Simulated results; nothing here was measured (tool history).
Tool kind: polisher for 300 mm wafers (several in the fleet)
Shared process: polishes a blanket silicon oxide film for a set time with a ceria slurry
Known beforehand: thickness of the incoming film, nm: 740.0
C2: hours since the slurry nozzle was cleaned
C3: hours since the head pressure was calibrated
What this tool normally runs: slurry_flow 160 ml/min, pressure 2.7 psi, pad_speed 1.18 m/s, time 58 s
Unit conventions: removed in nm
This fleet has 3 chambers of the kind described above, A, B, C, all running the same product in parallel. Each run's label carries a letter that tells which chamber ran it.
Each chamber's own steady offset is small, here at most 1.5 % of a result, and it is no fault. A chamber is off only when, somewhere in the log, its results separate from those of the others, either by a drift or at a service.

-- hour=4.5 chamber A: worn pad replaced by a new one
run 1B hour=9.8 | slurry_flow=160 pressure=2.7 pad_speed=1.18 time=58 | wafers_polished_on_this_pad=1128 C2=357.3 C3=568.2 | removed=280.92
run 2A hour=19.3 | slurry_flow=160 pressure=2.7 pad_speed=1.18 time=58 | wafers_polished_on_this_pad=127 C2=518.7 C3=64.4 | removed=282.66
-- hour=29.3 chamber A: slurry nozzle cleaned
run 3C hour=30.2 | slurry_flow=160 pressure=2.7 pad_speed=1.18 time=58 | wafers_polished_on_this_pad=496 C2=177.8 C3=255.6 | removed=278.22
-- hour=32.9 chamber B: worn pad replaced by a new one
run 4A hour=40.5 | slurry_flow=160 pressure=2.7 pad_speed=1.18 time=58 | wafers_polished_on_this_pad=310 C2=11.2 C3=85.6 | removed=279.93
-- hour=47.2 chamber C: slurry nozzle cleaned
run 5B hour=50.9 | slurry_flow=160 pressure=2.7 pad_speed=1.18 time=45 | wafers_polished_on_this_pad=155 C2=398.4 C3=609.3 | removed=219.14
run 6C hour=60.8 | slurry_flow=160 pressure=2.7 pad_speed=1.18 time=45 | wafers_polished_on_this_pad=760 C2=13.6 C3=286.2 | removed=214.82
-- hour=70.3 chamber B: slurry nozzle cleaned
run 7A hour=70.5 | slurry_flow=160 pressure=2.7 pad_speed=1.18 time=45 | wafers_polished_on_this_pad=568 C2=41.2 C3=115.6 | removed=219.7
-- hour=70.8 chamber C: worn pad replaced by a new one
run 8B hour=83.9 | slurry_flow=160 pressure=2.7 pad_speed=1.18 time=58 | wafers_polished_on_this_pad=439 C2=13.7 C3=642.3 | removed=275.63
run 9C hour=92.5 | slurry_flow=185 pressure=2.7 pad_speed=1.18 time=70 | wafers_polished_on_this_pad=186 C2=45.3 C3=317.9 | removed=347.04
run 10B hour=107.7 | slurry_flow=185 pressure=2.7 pad_speed=1.18 time=70 | wafers_polished_on_this_pad=644 C2=37.5 C3=666.1 | removed=344.84
run 11C hour=122.5 | slurry_flow=185 pressure=2.7 pad_speed=1.18 time=70 | wafers_polished_on_this_pad=445 C2=75.3 C3=347.9 | removed=353.94
run 12A hour=138.2 | slurry_flow=160 pressure=3 pad_speed=1.44 time=58 | wafers_polished_on_this_pad=1150 C2=108.9 C3=183.3 | removed=385.12
-- hour=151.5 chamber A: worn pad replaced by a new one
run 13C hour=152.7 | slurry_flow=160 pressure=3 pad_speed=1.44 time=58 | wafers_polished_on_this_pad=705 C2=105.5 C3=378.1 | removed=401.44
run 14B hour=168.2 | slurry_flow=160 pressure=3 pad_speed=1.44 time=58 | wafers_polished_on_this_pad=1165 C2=98 C3=726.6 | removed=386.79
-- hour=174.9 chamber C: worn pad replaced by a new one
run 15A hour=177 | slurry_flow=160 pressure=2.7 pad_speed=1.18 time=58 | wafers_polished_on_this_pad=219 C2=147.7 C3=222.1 | removed=277.09
run 16B hour=184.5 | slurry_flow=205 pressure=2.7 pad_speed=1.18 time=58 | wafers_polished_on_this_pad=1305 C2=114.3 C3=742.9 | removed=291.49
run 17A hour=192.2 | slurry_flow=205 pressure=2.7 pad_speed=1.18 time=58 | wafers_polished_on_this_pad=350 C2=162.9 C3=237.3 | removed=289.61
-- hour=197.7 chamber B: worn pad replaced by a new one
run 18C hour=201.9 | slurry_flow=205 pressure=2.7 pad_speed=1.18 time=58 | wafers_polished_on_this_pad=232 C2=154.7 C3=427.3 | removed=315.41
run 19B hour=212.4 | slurry_flow=160 pressure=2.7 pad_speed=1.18 time=58 | wafers_polished_on_this_pad=127 C2=142.2 C3=770.8 | removed=278.57
run 20C hour=224.5 | slurry_flow=160 pressure=2.7 pad_speed=1.18 time=58 | wafers_polished_on_this_pad=427 C2=177.3 C3=449.9 | removed=306.5

The same settings go to every chamber for the next run, one line per chamber below. Forecast the results for each:
run 21A hour=235.8 | slurry_flow=160 pressure=2.7 pad_speed=1.18 time=58 | removed=?
run 21B hour=235.8 | slurry_flow=160 pressure=2.7 pad_speed=1.18 time=58 | removed=?
run 21C hour=235.8 | slurry_flow=160 pressure=2.7 pad_speed=1.18 time=58 | removed=?

run=21A removed=282.57
run=21B removed=280.1
run=21C removed=307.17
